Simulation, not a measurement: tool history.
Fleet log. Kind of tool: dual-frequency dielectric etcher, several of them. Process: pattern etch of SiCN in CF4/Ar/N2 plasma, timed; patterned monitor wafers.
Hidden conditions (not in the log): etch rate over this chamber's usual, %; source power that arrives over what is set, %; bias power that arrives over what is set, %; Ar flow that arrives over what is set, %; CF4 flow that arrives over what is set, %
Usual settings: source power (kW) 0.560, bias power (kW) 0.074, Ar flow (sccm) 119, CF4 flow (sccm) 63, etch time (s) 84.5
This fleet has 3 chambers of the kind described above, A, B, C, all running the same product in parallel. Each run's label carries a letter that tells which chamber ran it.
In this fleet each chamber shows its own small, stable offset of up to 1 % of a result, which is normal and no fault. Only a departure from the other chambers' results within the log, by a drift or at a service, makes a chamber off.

run	hour	source power (kW)	bias power (kW)	Ar flow (sccm)	CF4 flow (sccm)	etch time (s)	hours since the last wet clean	hours since the last source power generator calibration	hours since the last bias power generator calibration	hours since the last Ar flow controller change	hours since the last CF4 flow controller change	read-back reference wafer on the same gauge, depth_nm	mean etch depth across the wafer (angstrom)
1A	11.5	0.560	0.074	119	63	84.5	171.9	2717.5	1737.5	289.1	1156.7	69.740	853.57
2C	24.2	0.560	0.074	119	63	84.5	231.2	1376.1	1532.3	282.8	129.9	69.734	843.08
3B	35.0	0.560	0.074	119	63	84.5	80.2	1687.8	3220.8	1519.2	1940.7	69.698	852.99
4C	43.8	0.560	0.074	119	63	84.5	250.8	1395.7	1551.9	302.4	149.5	69.746	843.06
5B	55.6	0.560	0.074	119	63	84.5	100.8	1708.4	3241.4	1539.8	1961.3	69.686	855.04
6A	63.6	0.560	0.074	119	63	84.5	224.0	2769.6	1789.6	341.2	1208.8	69.692	856.10
7B	70.5	0.560	0.074	119	63	84.5	115.7	1723.3	3256.3	1554.7	1976.2	69.661	855.78
8A	83.5	0.560	0.074	119	63	84.5	243.9	2789.5	1809.5	361.1	1228.7	69.645	855.91
9C	96.9	0.560	0.074	140	63	84.5	303.9	1448.8	1605.0	355.5	202.6	69.609	819.76
10C	112.5	0.560	0.074	140	63	84.5	319.5	1464.4	1620.6	371.1	218.2	69.585	820.68
11B	125.6	0.560	0.074	140	63	84.5	170.8	1778.4	3311.4	1609.8	2031.3	69.558	832.59
12A	139.5	0.560	0.074	119	63	84.5	299.9	2845.5	1865.5	417.1	1284.7	69.549	852.24
13A	148.1	0.560	0.074	119	63	84.5	308.5	2854.1	1874.1	425.7	1293.3	69.539	853.35
14B	161.3	0.560	0.074	119	63	84.5	206.5	1814.1	3347.1	1645.5	2067.0	69.504	852.04
15C	172.8	0.560	0.074	119	63	84.5	379.8	1524.7	1680.9	431.4	278.5	69.495	843.45
16C	179.9	0.560	0.074	119	63	84.5	386.9	1531.8	1688.0	438.5	285.6	69.470	841.09
17A	190.1	0.560	0.074	119	63	84.5	350.5	2896.1	1916.1	467.7	1335.3	69.430	853.79
18B	199.1	0.560	0.074	119	63	84.5	244.3	1851.9	3384.9	1683.3	2104.8	69.404	850.35
# hour 206.1: chamber C: wet clean of the chamber
19B	210.9	0.560	0.074	119	63	84.5	256.1	1863.7	3396.7	1695.1	2116.6	69.408	850.16
20C	217.7	0.560	0.074	119	63	84.5	11.7	1569.6	1725.8	476.3	323.4	69.393	837.68
21A	228.4	0.560	0.074	119	63	84.5	388.8	2934.4	1954.4	506.0	1373.6	69.388	852.99
22C	235.6	0.560	0.074	119	63	102.5	29.6	1587.5	1743.7	494.2	341.3	69.345	1020.10
23A	246.3	0.560	0.074	119	63	102.5	406.7	2952.3	1972.3	523.9	1391.5	69.333	1031.70
24B	253.5	0.560	0.074	119	63	102.5	298.7	1906.3	3439.3	1737.7	2159.2	69.305	1031.20

Does one chamber stand apart from the rest, does the shared gauge drift, or is all well apart from small per-chamber offsets? Give the chamber and the most likely cause, where there is one.

The shared gauge is drifting. All chambers look as if they move in step, but none is off.
What lies behind it: gauge reads low (%) = 0.717.
